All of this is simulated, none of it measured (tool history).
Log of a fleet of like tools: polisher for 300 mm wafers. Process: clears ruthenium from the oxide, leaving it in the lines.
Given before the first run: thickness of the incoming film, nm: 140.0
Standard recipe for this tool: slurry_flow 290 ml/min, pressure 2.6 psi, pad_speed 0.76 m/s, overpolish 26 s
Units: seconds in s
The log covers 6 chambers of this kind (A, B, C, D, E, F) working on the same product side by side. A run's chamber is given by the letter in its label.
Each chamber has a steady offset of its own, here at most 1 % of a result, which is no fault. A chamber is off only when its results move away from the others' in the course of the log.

run 1E hour=8.8 | slurry_flow=290 pressure=2.6 pad_speed=0.76 overpolish=26 | seconds=152.07
run 2F hour=15.7 | slurry_flow=290 pressure=2.6 pad_speed=0.76 overpolish=26 | seconds=151.77
run 3A hour=24.6 | slurry_flow=290 pressure=2.6 pad_speed=0.76 overpolish=26 | seconds=149.79
-- hour=28.3 chamber D: slurry nozzle cleaned
run 4C hour=33.7 | slurry_flow=290 pressure=2.6 pad_speed=0.76 overpolish=26 | seconds=150.97
run 5B hour=44.9 | slurry_flow=290 pressure=2.6 pad_speed=0.76 overpolish=26 | seconds=148.58
-- hour=46.5 chamber B: worn pad replaced by a new one
-- hour=50.7 chamber C: worn pad replaced by a new one
-- hour=52.4 chamber A: worn pad replaced by a new one
run 6D hour=53.9 | slurry_flow=290 pressure=2.6 pad_speed=0.76 overpolish=26 | seconds=152.46
-- hour=54.5 chamber F: slurry nozzle cleaned
-- hour=56.6 chamber C: slurry nozzle cleaned
-- hour=56.7 chamber F: worn pad replaced by a new one
run 7D hour=65.0 | slurry_flow=290 pressure=2.6 pad_speed=0.76 overpolish=26 | seconds=150.66
run 8A hour=73.7 | slurry_flow=290 pressure=2.6 pad_speed=0.76 overpolish=26 | seconds=150.25
-- hour=74.3 chamber D: worn pad replaced by a new one
run 9B hour=85.4 | slurry_flow=290 pressure=2.6 pad_speed=0.76 overpolish=26 | seconds=149.37
run 10C hour=93.2 | slurry_flow=290 pressure=2.6 pad_speed=0.76 overpolish=26 | seconds=149.08
run 11E hour=102.0 | slurry_flow=290 pressure=2.6 pad_speed=0.76 overpolish=26 | seconds=151.34
-- hour=108.1 chamber B: worn pad replaced by a new one
run 12F hour=111.2 | slurry_flow=290 pressure=2.6 pad_speed=0.76 overpolish=26 | seconds=152.12
run 13A hour=119.1 | slurry_flow=290 pressure=2.6 pad_speed=0.76 overpolish=26 | seconds=151.64
-- hour=120.6 chamber F: worn pad replaced by a new one
run 14E hour=131.2 | slurry_flow=290 pressure=2.6 pad_speed=0.76 overpolish=26 | seconds=153.05
-- hour=132.8 chamber E: worn pad replaced by a new one
run 15D hour=138.0 | slurry_flow=290 pressure=2.6 pad_speed=0.76 overpolish=26 | seconds=153.20
-- hour=138.8 chamber C: worn pad replaced by a new one
run 16B hour=146.6 | slurry_flow=290 pressure=2.6 pad_speed=0.76 overpolish=26 | seconds=152.21
run 17C hour=152.3 | slurry_flow=290 pressure=2.6 pad_speed=0.76 overpolish=26 | seconds=150.56
run 18F hour=160.0 | slurry_flow=290 pressure=2.6 pad_speed=0.76 overpolish=26 | seconds=152.18
run 19F hour=170.6 | slurry_flow=290 pressure=2.6 pad_speed=0.76 overpolish=26 | seconds=151.89
-- hour=178.8 chamber B: worn pad replaced by a new one
run 20A hour=180.4 | slurry_flow=290 pressure=2.6 pad_speed=0.76 overpolish=26 | seconds=150.63
run 21B hour=190.4 | slurry_flow=290 pressure=2.6 pad_speed=0.76 overpolish=26 | seconds=150.31
run 22E hour=196.7 | slurry_flow=290 pressure=2.6 pad_speed=0.76 overpolish=26 | seconds=151.38
-- hour=197.3 chamber F: worn pad replaced by a new one
run 23C hour=205.8 | slurry_flow=290 pressure=2.6 pad_speed=0.76 overpolish=26 | seconds=150.71
-- hour=210.0 chamber D: worn pad replaced by a new one
run 24D hour=218.2 | slurry_flow=290 pressure=2.6 pad_speed=0.76 overpolish=26 | seconds=155.93
run 25A hour=226.2 | slurry_flow=290 pressure=2.6 pad_speed=0.94 overpolish=26 | seconds=121.37
-- hour=227.6 chamber C: head pressure recalibrated
-- hour=234.4 chamber C: worn pad replaced by a new one
run 26E hour=237.0 | slurry_flow=290 pressure=2.6 pad_speed=0.94 overpolish=26 | seconds=122.78
-- hour=239.7 chamber B: worn pad replaced by a new one
run 27D hour=246.4 | slurry_flow=290 pressure=2.6 pad_speed=0.94 overpolish=26 | seconds=128.57
-- hour=253.7 chamber A: worn pad replaced by a new one
run 28F hour=255.4 | slurry_flow=290 pressure=2.6 pad_speed=0.94 overpolish=26 | seconds=124.61
-- hour=265.1 chamber A: slurry nozzle cleaned
-- hour=265.4 chamber F: worn pad replaced by a new one
run 29C hour=267.4 | slurry_flow=290 pressure=2.6 pad_speed=0.94 overpolish=26 | seconds=121.06
run 30B hour=278.2 | slurry_flow=290 pressure=2.6 pad_speed=0.94 overpolish=26 | seconds=122.25
-- hour=278.9 chamber E: worn pad replaced by a new one
run 31B hour=284.3 | slurry_flow=290 pressure=2.6 pad_speed=0.76 overpolish=26 | seconds=150.61
run 32D hour=290.0 | slurry_flow=290 pressure=2.6 pad_speed=0.76 overpolish=26 | seconds=161.67
run 33C hour=300.2 | slurry_flow=290 pressure=2.3 pad_speed=0.76 overpolish=15 | seconds=169.98
run 34F hour=310.1 | slurry_flow=290 pressure=2.3 pad_speed=0.76 overpolish=15 | seconds=169.76
run 35E hour=321.7 | slurry_flow=290 pressure=2.3 pad_speed=0.76 overpolish=15 | seconds=171.91
run 36A hour=328.1 | slurry_flow=290 pressure=2.3 pad_speed=0.76 overpolish=15 | seconds=169.05
run 37E hour=339.8 | slurry_flow=290 pressure=2.3 pad_speed=0.76 overpolish=15 | seconds=168.53

Is one chamber out of step, is the gauge drifting, or do the chambers differ by no more than their own small offsets? For an off chamber, give its letter and the likeliest cause.

It is chamber D that slowly wanders off from its peers.
What lies behind it: head's pressure below its setpoint, % = 7.14.
The log might look much the same if the cause were instead: slurry flow missing at the pad, %.

Here are 4 candidates for chamber D's next run, each the usual settings with a change, their results left as question marks. Which one brings its results back in line with what the others give on the usual settings?
In line means no further than this from the other chambers' mean on the usual settings: seconds 4.30 s
run 38D-1 hour=348.8 | slurry_flow=290 pressure=2.8 pad_speed=0.76 overpolish=26 | seconds=?
run 38D-2 hour=348.8 | slurry_flow=290 pressure=2.6 pad_speed=0.74 overpolish=26 | seconds=?
run 38D-3 hour=348.8 | slurry_flow=290 pressure=2.6 pad_speed=0.70 overpolish=26 | seconds=?
run 38D-4 hour=348.8 | slurry_flow=290 pressure=2.6 pad_speed=0.78 overpolish=26 | seconds=?

What the other chambers average on the usual settings: seconds 151.16 s
run=38D-1 seconds=150.89
run=38D-2 seconds=166.64
run=38D-3 seconds=176.01
run=38D-4 seconds=158.22
38D-1 puts the chamber back in line with the other chambers.
